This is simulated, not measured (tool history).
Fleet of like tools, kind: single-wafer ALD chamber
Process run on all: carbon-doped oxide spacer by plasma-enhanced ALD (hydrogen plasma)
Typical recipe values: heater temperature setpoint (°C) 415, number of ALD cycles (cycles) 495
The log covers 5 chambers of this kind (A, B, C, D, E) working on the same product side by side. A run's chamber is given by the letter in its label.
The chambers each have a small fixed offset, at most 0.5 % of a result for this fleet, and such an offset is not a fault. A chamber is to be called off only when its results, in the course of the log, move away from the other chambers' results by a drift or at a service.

run    day  heater temperature setpoint (°C)  number of ALD cycles (cycles)  read-back reference wafer on the same gauge, thickness_nm  mean film thickness on the monitor wafer (Å)
 1E  0.188                               415                            495                                                     26.588                                        234.87
 2C  0.512                               415                            495                                                     26.587                                        235.72
 3D  0.808                               415                            495                                                     26.581                                        235.34
 4B  1.050                               415                            495                                                     26.588                                        237.06
     1.162  -- chamber D: thermocouple changed; heater temperature recalibrated
 5A  1.404                               415                            495                                                     26.572                                        235.32
 6A  1.662                               415                            495                                                     26.562                                        235.39
 7D  2.008                               415                            495                                                     26.554                                        234.49
 8B  2.400                               415                            495                                                     26.547                                        237.39
 9E  2.754                               415                            495                                                     26.554                                        235.23
10C  2.958                               415                            495                                                     26.532                                        235.21
11E  3.162                               415                            583                                                     26.539                                        276.59
12C  3.554                               415                            583                                                     26.531                                        277.10
13A  3.871                               415                            583                                                     26.519                                        277.04
14D  4.271                               415                            583                                                     26.508                                        276.02
15B  4.638                               415                            583                                                     26.499                                        277.87
16E  4.838                               415                            495                                                     26.501                                        234.91
17C  5.125                               415                            495                                                     26.491                                        234.55
18D  5.312                               415                            495                                                     26.498                                        234.47
19A  5.492                               415                            495                                                     26.494                                        235.10
20B  5.717                               415                            495                                                     26.483                                        236.44
21E  6.088                               415                            495                                                     26.475                                        234.72
22B  6.321                               415                            495                                                     26.479                                        235.93
23C  6.667                               415                            495                                                     26.469                                        234.48
24D  6.925                               415                            495                                                     26.466                                        234.22
25A  7.221                               415                            495                                                     26.444                                        234.13
26E  7.529                               415                            495                                                     26.454                                        233.38
     7.700  -- chamber B: thermocouple changed; heater temperature recalibrated
27B  7.879                               415                            495                                                     26.432                                        236.10
28A  8.154                               415                            495                                                     26.435                                        234.33
29C  8.417                               415                            495                                                     26.419                                        233.56
30D  8.804                               415                            495                                                     26.421                                        233.70

Predict what each chamber gives when all 5 of them run the settings below next.
31A  9.092                               403                            495                                                                                                        ?
31B  9.092                               403                            495                                                                                                        ?
31C  9.092                               403                            495                                                                                                        ?
31D  9.092                               403                            495                                                                                                        ?
31E  9.092                               403                            495                                                                                                        ?

run  mean film thickness on the monitor wafer (Å)
31A                                        242.61
31B                                        244.59
31C                                        242.96
31D                                        242.05
31E                                        242.36
